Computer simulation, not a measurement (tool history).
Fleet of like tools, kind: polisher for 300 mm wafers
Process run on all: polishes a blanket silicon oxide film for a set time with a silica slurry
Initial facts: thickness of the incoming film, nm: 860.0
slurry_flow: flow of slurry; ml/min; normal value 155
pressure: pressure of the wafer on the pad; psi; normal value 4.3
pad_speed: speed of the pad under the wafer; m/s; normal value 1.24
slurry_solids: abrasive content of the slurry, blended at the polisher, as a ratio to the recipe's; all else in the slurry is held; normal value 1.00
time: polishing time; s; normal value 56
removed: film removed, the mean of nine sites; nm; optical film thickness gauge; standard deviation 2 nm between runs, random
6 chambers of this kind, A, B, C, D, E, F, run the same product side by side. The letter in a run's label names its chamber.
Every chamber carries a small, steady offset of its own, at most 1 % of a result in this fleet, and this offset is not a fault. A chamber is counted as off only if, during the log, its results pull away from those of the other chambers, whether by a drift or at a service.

run,hour,slurry_flow,pressure,pad_speed,slurry_solids,time,wafers polished on this pad,hours since the slurry nozzle was cleaned,hours since the head pressure was calibrated,hours since the slurry blender was calibrated,hours since the conditioning disc was replaced,removed
# hour 2.2: chamber D: worn pad replaced by a new one
# hour 5.1: chamber F: worn pad replaced by a new one
1B,5.7,155,4.3,1.24,1.00,56,302,225.4,303.5,30.1,18.2,240.74
2D,13.4,155,4.3,1.24,1.00,56,74,417.5,159.1,83.9,86.6,236.01
3F,18.3,155,4.3,1.24,1.00,56,88,256.5,464.6,240.5,493.1,241.46
# hour 19.9: chamber D: slurry nozzle cleaned
4E,25.3,155,4.3,1.24,1.00,56,453,207.3,140.1,92.8,156.3,234.94
# hour 29.4: chamber F: slurry nozzle cleaned
5C,32.4,155,4.3,1.24,1.00,56,1063,124.0,437.2,234.0,62.7,236.81
# hour 33.4: chamber C: worn pad replaced by a new one
# hour 34.3: chamber E: slurry nozzle cleaned
6A,40.5,155,4.3,1.24,1.00,56,621,236.4,132.4,184.3,151.5,238.30
# hour 43.6: chamber B: worn pad replaced by a new one
# hour 46.2: chamber F: conditioning disc replaced and pad reconditioned
7F,46.2,155,4.3,1.24,1.00,56,272,16.9,492.5,268.4,0.0,236.99
8B,54.7,155,4.3,1.24,1.00,56,73,274.4,352.5,79.1,67.2,239.42
# hour 55.4: chamber E: slurry blender recalibrated
# hour 57.9: chamber F: head pressure recalibrated
# hour 59.0: chamber D: conditioning disc replaced and pad reconditioned
9D,61.4,155,4.3,1.24,1.00,56,392,41.5,207.1,131.9,2.4,236.66
10E,66.2,155,3.3,1.24,0.85,56,724,31.9,181.0,10.9,197.2,166.97
11A,70.2,155,3.3,1.24,0.85,56,818,266.1,162.1,214.0,181.2,168.87
12C,77.8,155,3.3,1.24,0.85,56,293,169.4,482.6,279.4,108.1,165.71
# hour 78.4: chamber B: conditioning disc replaced and pad reconditioned
# hour 79.0: chamber E: conditioning disc replaced and pad reconditioned
# hour 79.5: chamber D: worn pad replaced by a new one
# hour 80.8: chamber D: slurry blender recalibrated
13D,83.8,155,3.3,1.24,0.85,56,28,63.9,229.5,3.1,24.8,167.41
14F,91.3,155,3.3,1.24,0.85,56,571,62.0,33.4,313.5,45.1,167.93
# hour 95.3: chamber A: worn pad replaced by a new one
15A,97.1,155,3.3,1.24,0.85,56,12,293.0,189.0,240.9,208.1,166.40
# hour 99.1: chamber A: slurry blender recalibrated
# hour 101.5: chamber E: worn pad replaced by a new one
16E,104.0,155,4.3,1.24,1.20,56,17,69.7,218.8,48.7,25.0,253.88
17B,110.7,155,4.3,1.24,1.20,56,444,330.4,408.5,135.1,32.4,254.78
18C,115.0,155,4.3,1.24,1.20,56,540,206.6,519.8,316.6,145.3,258.00
# hour 123.0: chamber F: worn pad replaced by a new one
19D,123.0,155,4.3,1.24,1.20,56,288,103.1,268.7,42.3,64.0,251.46
20B,131.2,155,4.3,1.24,1.20,56,579,350.9,429.0,155.6,52.9,257.67
# hour 136.0: chamber B: worn pad replaced by a new one
21F,138.2,155,4.3,1.24,1.20,56,101,108.9,80.3,360.4,92.0,257.92
# hour 141.7: chamber B: slurry blender recalibrated
22C,144.3,155,4.3,1.24,1.00,56,734,235.9,549.1,345.9,174.6,237.62
23A,150.1,155,4.3,1.24,1.00,56,362,346.0,242.0,51.0,261.1,231.84
24E,154.3,155,4.3,1.24,1.00,56,349,120.0,269.1,99.0,75.3,235.30
# hour 157.5: chamber D: worn pad replaced by a new one
25C,159.0,155,4.3,1.24,1.00,56,831,250.6,563.8,360.6,189.3,241.25
26F,167.5,155,4.3,1.24,1.00,56,295,138.2,109.6,389.7,121.3,235.07
# hour 168.9: chamber C: slurry blender recalibrated
# hour 171.2: chamber E: slurry blender recalibrated
27A,173.5,155,4.3,1.24,1.00,56,517,369.4,265.4,74.4,284.5,237.62
# hour 178.6: chamber B: conditioning disc replaced and pad reconditioned
28D,179.5,155,4.3,1.24,1.00,56,145,159.6,325.2,98.8,120.5,240.79
29E,184.5,155,4.3,1.24,1.00,56,549,150.2,299.3,13.3,105.5,238.90
30B,188.6,155,5.0,1.24,1.00,44,348,408.3,486.4,47.0,10.1,217.64
# hour 191.2: chamber D: conditioning disc replaced and pad reconditioned
31F,196.5,155,5.0,1.24,1.00,44,486,167.2,138.6,418.7,150.3,217.97
32B,200.9,155,5.0,1.24,1.00,44,429,420.6,498.7,59.3,22.4,218.48
33C,204.8,155,5.0,1.24,1.00,44,1134,296.4,609.6,35.9,235.1,217.44
34A,210.7,155,5.0,1.24,1.00,44,763,406.6,302.6,111.6,321.7,219.26
35D,215.3,155,5.0,1.24,1.00,44,382,195.4,361.0,134.6,24.2,218.34
36E,223.2,155,4.3,1.24,1.00,56,805,188.9,338.0,52.0,144.2,235.02
37E,228.2,155,4.3,1.24,1.00,56,838,193.9,343.0,57.0,149.2,236.83

What goes on in this fleet: one chamber off, a drifting gauge, or nothing beyond the chambers' own small offsets? Name the chamber and the cause, if any.

The fleet is healthy, with each chamber sitting at its usual small offset and no drift in the gauge.
